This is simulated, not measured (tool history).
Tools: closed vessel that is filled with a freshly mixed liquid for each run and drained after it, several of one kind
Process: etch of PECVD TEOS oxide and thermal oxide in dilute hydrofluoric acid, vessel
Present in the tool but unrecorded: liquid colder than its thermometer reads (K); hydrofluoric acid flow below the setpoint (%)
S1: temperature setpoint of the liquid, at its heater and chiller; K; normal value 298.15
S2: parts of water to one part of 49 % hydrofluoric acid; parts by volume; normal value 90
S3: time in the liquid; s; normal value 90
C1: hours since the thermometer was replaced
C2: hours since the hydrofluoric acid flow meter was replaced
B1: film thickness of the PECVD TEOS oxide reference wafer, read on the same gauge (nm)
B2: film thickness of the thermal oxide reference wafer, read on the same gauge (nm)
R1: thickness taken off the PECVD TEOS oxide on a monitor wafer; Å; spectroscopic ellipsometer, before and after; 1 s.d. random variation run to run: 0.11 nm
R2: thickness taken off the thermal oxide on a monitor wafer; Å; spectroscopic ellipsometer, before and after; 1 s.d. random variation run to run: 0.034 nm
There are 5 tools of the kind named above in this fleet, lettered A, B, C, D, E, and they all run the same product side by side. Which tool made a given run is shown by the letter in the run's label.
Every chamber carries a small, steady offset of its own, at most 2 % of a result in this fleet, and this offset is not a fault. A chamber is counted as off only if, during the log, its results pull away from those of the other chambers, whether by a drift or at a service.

run 1D hour=6.6 | S1=298.15 S2=90 S3=90 | C1=60.0 C2=789.2 | B1=30.006 B2=150.02 | R1=108.070 R2=49.482
run 2B hour=12.0 | S1=298.15 S2=90 S3=90 | C1=634.3 C2=315.7 | B1=30.019 B2=150.02 | R1=107.030 R2=48.387
run 3A hour=20.3 | S1=298.15 S2=90 S3=90 | C1=75.8 C2=545.9 | B1=29.986 B2=150.02 | R1=107.890 R2=48.709
run 4E hour=24.4 | S1=298.15 S2=90 S3=90 | C1=465.5 C2=898.3 | B1=29.957 B2=149.99 | R1=108.440 R2=48.563
run 5C hour=33.3 | S1=298.15 S2=90 S3=90 | C1=2428.1 C2=677.7 | B1=29.979 B2=149.99 | R1=107.600 R2=49.537
run 6C hour=38.7 | S1=298.15 S2=90 S3=90 | C1=2433.5 C2=683.1 | B1=29.978 B2=150.01 | R1=106.320 R2=49.439
run 7E hour=46.8 | S1=298.15 S2=90 S3=45 | C1=487.9 C2=920.7 | B1=30.000 B2=150.00 | R1=53.426 R2=24.444
-- hour=55.6 chamber C: hydrofluoric acid flow meter replaced
run 8B hour=55.7 | S1=298.15 S2=90 S3=45 | C1=678.0 C2=359.4 | B1=30.031 B2=150.05 | R1=54.232 R2=24.409
run 9A hour=63.4 | S1=298.15 S2=90 S3=45 | C1=118.9 C2=589.0 | B1=30.049 B2=150.00 | R1=55.060 R2=24.562
run 10D hour=71.2 | S1=298.15 S2=90 S3=45 | C1=124.6 C2=853.8 | B1=29.977 B2=150.02 | R1=54.033 R2=24.363
run 11B hour=77.5 | S1=298.15 S2=90 S3=45 | C1=699.8 C2=381.2 | B1=30.014 B2=149.99 | R1=53.988 R2=24.333
run 12A hour=81.8 | S1=298.15 S2=90 S3=90 | C1=137.3 C2=607.4 | B1=30.018 B2=149.99 | R1=105.970 R2=48.948
run 13D hour=90.1 | S1=298.15 S2=90 S3=90 | C1=143.5 C2=872.7 | B1=29.997 B2=150.01 | R1=107.500 R2=49.103
run 14E hour=98.6 | S1=298.15 S2=90 S3=90 | C1=539.7 C2=972.5 | B1=30.011 B2=149.96 | R1=103.670 R2=47.370
run 15C hour=105.3 | S1=298.15 S2=90 S3=90 | C1=2500.1 C2=49.7 | B1=30.007 B2=150.01 | R1=105.640 R2=48.500
run 16A hour=109.8 | S1=298.15 S2=90 S3=90 | C1=165.3 C2=635.4 | B1=30.016 B2=150.00 | R1=107.930 R2=48.841
run 17E hour=118.9 | S1=298.15 S2=90 S3=90 | C1=560.0 C2=992.8 | B1=29.972 B2=149.99 | R1=101.250 R2=46.293
run 18C hour=125.6 | S1=298.15 S2=90 S3=90 | C1=2520.4 C2=70.0 | B1=29.970 B2=150.00 | R1=107.950 R2=49.036
run 19D hour=133.2 | S1=298.15 S2=90 S3=90 | C1=186.6 C2=915.8 | B1=29.989 B2=149.96 | R1=107.170 R2=48.855
run 20B hour=139.2 | S1=298.15 S2=90 S3=90 | C1=761.5 C2=442.9 | B1=29.963 B2=149.96 | R1=106.870 R2=49.465
run 21A hour=147.5 | S1=298.15 S2=90 S3=90 | C1=203.0 C2=673.1 | B1=29.980 B2=150.02 | R1=109.810 R2=48.841
run 22E hour=153.2 | S1=298.15 S2=90 S3=90 | C1=594.3 C2=1027.1 | B1=29.996 B2=149.98 | R1=101.710 R2=45.199
run 23D hour=161.0 | S1=298.15 S2=90 S3=90 | C1=214.4 C2=943.6 | B1=30.003 B2=150.01 | R1=108.590 R2=49.424
run 24B hour=167.6 | S1=298.15 S2=90 S3=90 | C1=789.9 C2=471.3 | B1=30.021 B2=149.96 | R1=108.460 R2=48.308
run 25C hour=174.5 | S1=298.15 S2=90 S3=90 | C1=2569.3 C2=118.9 | B1=29.993 B2=149.99 | R1=104.480 R2=49.381
run 26A hour=183.4 | S1=298.15 S2=90 S3=90 | C1=238.9 C2=709.0 | B1=29.995 B2=150.02 | R1=109.770 R2=48.897
run 27C hour=192.6 | S1=298.15 S2=90 S3=90 | C1=2587.4 C2=137.0 | B1=30.006 B2=150.00 | R1=104.350 R2=49.408
run 28D hour=201.3 | S1=298.15 S2=90 S3=90 | C1=254.7 C2=983.9 | B1=29.988 B2=150.01 | R1=106.190 R2=48.579
-- hour=206.5 chamber A: hydrofluoric acid flow meter replaced
run 29B hour=209.1 | S1=298.15 S2=90 S3=90 | C1=831.4 C2=512.8 | B1=30.003 B2=150.02 | R1=107.160 R2=48.704
run 30E hour=215.8 | S1=298.15 S2=90 S3=90 | C1=656.9 C2=1089.7 | B1=30.017 B2=150.02 | R1=96.614 R2=43.911
run 31C hour=223.8 | S1=298.15 S2=90 S3=90 | C1=2618.6 C2=168.2 | B1=30.027 B2=150.02 | R1=107.800 R2=49.090
run 32A hour=232.9 | S1=298.15 S2=90 S3=90 | C1=288.4 C2=26.4 | B1=30.006 B2=150.01 | R1=106.510 R2=48.717

What goes on in this fleet: one chamber off, a drifting gauge, or nothing beyond the chambers' own small offsets? Name the chamber and the cause, if any.

It is chamber E that slowly wanders off from its peers.
Cause: hydrofluoric acid flow below the setpoint (%) = 10.3.
The log may not separate it from: liquid colder than its thermometer reads (K).

Which of the 4 candidates below, each the usual settings with something changed and its results left as question marks, puts chamber E back in line with what the other chambers give on the usual settings?
Maximum distance from the other chambers' mean on the usual settings for a result to count as in line: R1 3.700 Å; R2 1.200 Å
run 33E-1 hour=239.5 | S1=298.15 S2=85 S3=95 | R1=? R2=?
run 33E-2 hour=239.5 | S1=298.15 S2=95 S3=85 | R1=? R2=?
run 33E-3 hour=239.5 | S1=298.65 S2=85 S3=100 | R1=? R2=?
run 33E-4 hour=239.5 | S1=298.15 S2=95 S3=80 | R1=? R2=?

The mean the other chambers reach with the usual settings: R1 107.350 Å; R2 48.852 Å
run=33E-1 R1=107.540 R2=48.900
run=33E-2 R1=84.739 R2=38.531
run=33E-3 R1=115.450 R2=52.496
run=33E-4 R1=79.755 R2=36.265
The answer is 33E-1, which returns the chamber to within the allowed miss of the others.
